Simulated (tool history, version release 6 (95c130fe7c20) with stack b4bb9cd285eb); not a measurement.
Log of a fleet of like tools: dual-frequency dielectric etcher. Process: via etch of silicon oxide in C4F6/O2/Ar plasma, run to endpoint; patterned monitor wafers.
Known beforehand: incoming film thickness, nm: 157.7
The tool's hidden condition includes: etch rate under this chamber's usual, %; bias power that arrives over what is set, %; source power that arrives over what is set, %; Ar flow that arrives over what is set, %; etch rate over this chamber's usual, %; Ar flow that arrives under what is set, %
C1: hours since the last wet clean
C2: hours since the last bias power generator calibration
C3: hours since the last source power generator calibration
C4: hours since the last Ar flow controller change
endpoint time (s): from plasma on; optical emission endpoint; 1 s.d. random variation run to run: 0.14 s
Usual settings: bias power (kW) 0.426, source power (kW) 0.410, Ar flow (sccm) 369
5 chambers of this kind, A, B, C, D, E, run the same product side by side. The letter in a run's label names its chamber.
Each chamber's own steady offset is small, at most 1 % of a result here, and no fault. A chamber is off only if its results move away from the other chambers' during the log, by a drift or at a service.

{"run": "1E", "hour": 5.4, "bias power (kW)": 0.426, "source power (kW)": 0.41, "Ar flow (sccm)": 369, "C1": 248.6, "C2": 426.1, "C3": 426.8, "C4": 1968.6, "endpoint time (s)": 37.192}
{"run": "2C", "hour": 8.6, "bias power (kW)": 0.426, "source power (kW)": 0.41, "Ar flow (sccm)": 369, "C1": 27.2, "C2": 726.6, "C3": 1539.0, "C4": 3749.2, "endpoint time (s)": 37.473}
{"run": "3B", "hour": 14.9, "bias power (kW)": 0.426, "source power (kW)": 0.41, "Ar flow (sccm)": 369, "C1": 460.6, "C2": 512.9, "C3": 2528.8, "C4": 2728.8, "endpoint time (s)": 37.042}
{"run": "4D", "hour": 21.2, "bias power (kW)": 0.426, "source power (kW)": 0.41, "Ar flow (sccm)": 369, "C1": 99.3, "C2": 1735.2, "C3": 2690.5, "C4": 2214.8, "endpoint time (s)": 37.313}
{"run": "5A", "hour": 26.5, "bias power (kW)": 0.426, "source power (kW)": 0.41, "Ar flow (sccm)": 314, "C1": 102.6, "C2": 1916.7, "C3": 2414.1, "C4": 1768.8, "endpoint time (s)": 36.84}
{"run": "6A", "hour": 31.9, "bias power (kW)": 0.426, "source power (kW)": 0.41, "Ar flow (sccm)": 314, "C1": 108.0, "C2": 1922.1, "C3": 2419.5, "C4": 1774.2, "endpoint time (s)": 37.176}
{"run": "7C", "hour": 38.1, "bias power (kW)": 0.426, "source power (kW)": 0.41, "Ar flow (sccm)": 314, "C1": 56.7, "C2": 756.1, "C3": 1568.5, "C4": 3778.7, "endpoint time (s)": 36.838}
{"run": "8E", "hour": 40.8, "bias power (kW)": 0.426, "source power (kW)": 0.41, "Ar flow (sccm)": 314, "C1": 284.0, "C2": 461.5, "C3": 462.2, "C4": 2004.0, "endpoint time (s)": 36.362}
{"run": "9B", "hour": 44.7, "bias power (kW)": 0.426, "source power (kW)": 0.41, "Ar flow (sccm)": 314, "C1": 490.4, "C2": 542.7, "C3": 2558.6, "C4": 2758.6, "endpoint time (s)": 36.222}
{"run": "10D", "hour": 49.4, "bias power (kW)": 0.426, "source power (kW)": 0.41, "Ar flow (sccm)": 369, "C1": 127.5, "C2": 1763.4, "C3": 2718.7, "C4": 2243.0, "endpoint time (s)": 37.006}
{"run": "11C", "hour": 53.7, "bias power (kW)": 0.377, "source power (kW)": 0.45, "Ar flow (sccm)": 369, "C1": 72.3, "C2": 771.7, "C3": 1584.1, "C4": 3794.3, "endpoint time (s)": 37.604}
{"run": "12A", "hour": 59.3, "bias power (kW)": 0.377, "source power (kW)": 0.45, "Ar flow (sccm)": 369, "C1": 135.4, "C2": 1949.5, "C3": 2446.9, "C4": 1801.6, "endpoint time (s)": 38.261}
{"run": "13B", "hour": 62.9, "bias power (kW)": 0.377, "source power (kW)": 0.45, "Ar flow (sccm)": 369, "C1": 508.6, "C2": 560.9, "C3": 2576.8, "C4": 2776.8, "endpoint time (s)": 37.482}
{"run": "14E", "hour": 66.5, "bias power (kW)": 0.377, "source power (kW)": 0.45, "Ar flow (sccm)": 369, "C1": 309.7, "C2": 487.2, "C3": 487.9, "C4": 2029.7, "endpoint time (s)": 37.589}
{"run": "15D", "hour": 70.8, "bias power (kW)": 0.377, "source power (kW)": 0.45, "Ar flow (sccm)": 369, "C1": 148.9, "C2": 1784.8, "C3": 2740.1, "C4": 2264.4, "endpoint time (s)": 37.367}
{"run": "16A", "hour": 73.9, "bias power (kW)": 0.426, "source power (kW)": 0.41, "Ar flow (sccm)": 369, "C1": 150.0, "C2": 1964.1, "C3": 2461.5, "C4": 1816.2, "endpoint time (s)": 38.034}
{"run": "17B", "hour": 79.1, "bias power (kW)": 0.426, "source power (kW)": 0.41, "Ar flow (sccm)": 369, "C1": 524.8, "C2": 577.1, "C3": 2593.0, "C4": 2793.0, "endpoint time (s)": 37.027}
{"run": "18E", "hour": 84.9, "bias power (kW)": 0.426, "source power (kW)": 0.41, "Ar flow (sccm)": 369, "C1": 328.1, "C2": 505.6, "C3": 506.3, "C4": 2048.1, "endpoint time (s)": 37.443}
{"run": "19D", "hour": 90.6, "bias power (kW)": 0.426, "source power (kW)": 0.41, "Ar flow (sccm)": 369, "C1": 168.7, "C2": 1804.6, "C3": 2759.9, "C4": 2284.2, "endpoint time (s)": 37.089}
{"run": "20C", "hour": 96.8, "bias power (kW)": 0.426, "source power (kW)": 0.48, "Ar flow (sccm)": 448, "C1": 115.4, "C2": 814.8, "C3": 1627.2, "C4": 3837.4, "endpoint time (s)": 35.94}
{"run": "21E", "hour": 101.0, "bias power (kW)": 0.426, "source power (kW)": 0.48, "Ar flow (sccm)": 448, "C1": 344.2, "C2": 521.7, "C3": 522.4, "C4": 2064.2, "endpoint time (s)": 35.888}
{"run": "22B", "hour": 104.3, "bias power (kW)": 0.426, "source power (kW)": 0.48, "Ar flow (sccm)": 448, "C1": 550.0, "C2": 602.3, "C3": 2618.2, "C4": 2818.2, "endpoint time (s)": 36.008}
{"hour": 106.7, "done": "chamber B: wet clean of the chamber"}
{"run": "23C", "hour": 110.6, "bias power (kW)": 0.426, "source power (kW)": 0.48, "Ar flow (sccm)": 448, "C1": 129.2, "C2": 828.6, "C3": 1641.0, "C4": 3851.2, "endpoint time (s)": 35.992}
{"run": "24D", "hour": 116.4, "bias power (kW)": 0.426, "source power (kW)": 0.48, "Ar flow (sccm)": 448, "C1": 194.5, "C2": 1830.4, "C3": 2785.7, "C4": 2310.0, "endpoint time (s)": 35.735}
{"run": "25A", "hour": 120.4, "bias power (kW)": 0.426, "source power (kW)": 0.41, "Ar flow (sccm)": 369, "C1": 196.5, "C2": 2010.6, "C3": 2508.0, "C4": 1862.7, "endpoint time (s)": 38.557}
{"run": "26D", "hour": 125.7, "bias power (kW)": 0.426, "source power (kW)": 0.41, "Ar flow (sccm)": 369, "C1": 203.8, "C2": 1839.7, "C3": 2795.0, "C4": 2319.3, "endpoint time (s)": 37.085}
{"run": "27A", "hour": 131.5, "bias power (kW)": 0.426, "source power (kW)": 0.41, "Ar flow (sccm)": 369, "C1": 207.6, "C2": 2021.7, "C3": 2519.1, "C4": 1873.8, "endpoint time (s)": 38.591}
{"run": "28C", "hour": 137.0, "bias power (kW)": 0.426, "source power (kW)": 0.41, "Ar flow (sccm)": 369, "C1": 155.6, "C2": 855.0, "C3": 1667.4, "C4": 3877.6, "endpoint time (s)": 37.309}
{"run": "29E", "hour": 140.2, "bias power (kW)": 0.426, "source power (kW)": 0.41, "Ar flow (sccm)": 369, "C1": 383.4, "C2": 560.9, "C3": 561.6, "C4": 2103.4, "endpoint time (s)": 37.394}
{"run": "30B", "hour": 146.2, "bias power (kW)": 0.426, "source power (kW)": 0.41, "Ar flow (sccm)": 369, "C1": 39.5, "C2": 644.2, "C3": 2660.1, "C4": 2860.1, "endpoint time (s)": 37.029}
{"run": "31A", "hour": 150.8, "bias power (kW)": 0.426, "source power (kW)": 0.41, "Ar flow (sccm)": 369, "C1": 226.9, "C2": 2041.0, "C3": 2538.4, "C4": 1893.1, "endpoint time (s)": 38.887}
{"run": "32B", "hour": 156.8, "bias power (kW)": 0.426, "source power (kW)": 0.41, "Ar flow (sccm)": 369, "C1": 50.1, "C2": 654.8, "C3": 2670.7, "C4": 2870.7, "endpoint time (s)": 36.827}
{"run": "33D", "hour": 160.1, "bias power (kW)": 0.426, "source power (kW)": 0.41, "Ar flow (sccm)": 369, "C1": 238.2, "C2": 1874.1, "C3": 2829.4, "C4": 2353.7, "endpoint time (s)": 36.944}
{"run": "34E", "hour": 164.2, "bias power (kW)": 0.426, "source power (kW)": 0.5, "Ar flow (sccm)": 369, "C1": 407.4, "C2": 584.9, "C3": 585.6, "C4": 2127.4, "endpoint time (s)": 34.675}
{"run": "35C", "hour": 167.9, "bias power (kW)": 0.426, "source power (kW)": 0.5, "Ar flow (sccm)": 369, "C1": 186.5, "C2": 885.9, "C3": 1698.3, "C4": 3908.5, "endpoint time (s)": 34.514}
{"run": "36C", "hour": 171.2, "bias power (kW)": 0.426, "source power (kW)": 0.5, "Ar flow (sccm)": 369, "C1": 189.8, "C2": 889.2, "C3": 1701.6, "C4": 3911.8, "endpoint time (s)": 34.792}
{"run": "37D", "hour": 174.2, "bias power (kW)": 0.426, "source power (kW)": 0.5, "Ar flow (sccm)": 369, "C1": 252.3, "C2": 1888.2, "C3": 2843.5, "C4": 2367.8, "endpoint time (s)": 34.209}
{"run": "38E", "hour": 180.3, "bias power (kW)": 0.426, "source power (kW)": 0.5, "Ar flow (sccm)": 369, "C1": 423.5, "C2": 601.0, "C3": 601.7, "C4": 2143.5, "endpoint time (s)": 34.608}
{"run": "39B", "hour": 186.3, "bias power (kW)": 0.324, "source power (kW)": 0.41, "Ar flow (sccm)": 369, "C1": 79.6, "C2": 684.3, "C3": 2700.2, "C4": 2900.2, "endpoint time (s)": 40.876}
{"run": "40A", "hour": 191.1, "bias power (kW)": 0.324, "source power (kW)": 0.41, "Ar flow (sccm)": 369, "C1": 267.2, "C2": 2081.3, "C3": 2578.7, "C4": 1933.4, "endpoint time (s)": 43.099}
{"run": "41E", "hour": 194.6, "bias power (kW)": 0.324, "source power (kW)": 0.41, "Ar flow (sccm)": 369, "C1": 437.8, "C2": 615.3, "C3": 616.0, "C4": 2157.8, "endpoint time (s)": 41.056}

All chambers now run identical settings, listed one chamber a line with results as question marks. What results will each chamber show?
{"run": "42A", "hour": 199.1, "bias power (kW)": 0.426, "source power (kW)": 0.41, "Ar flow (sccm)": 369, "endpoint time (s)": "?"}
{"run": "42B", "hour": 199.1, "bias power (kW)": 0.426, "source power (kW)": 0.41, "Ar flow (sccm)": 369, "endpoint time (s)": "?"}
{"run": "42C", "hour": 199.1, "bias power (kW)": 0.426, "source power (kW)": 0.41, "Ar flow (sccm)": 369, "endpoint time (s)": "?"}
{"run": "42D", "hour": 199.1, "bias power (kW)": 0.426, "source power (kW)": 0.41, "Ar flow (sccm)": 369, "endpoint time (s)": "?"}
{"run": "42E", "hour": 199.1, "bias power (kW)": 0.426, "source power (kW)": 0.41, "Ar flow (sccm)": 369, "endpoint time (s)": "?"}

run=42A endpoint_time_(s)=39.359
run=42B endpoint_time_(s)=36.853
run=42C endpoint_time_(s)=37.360
run=42D endpoint_time_(s)=36.981
run=42E endpoint_time_(s)=37.249
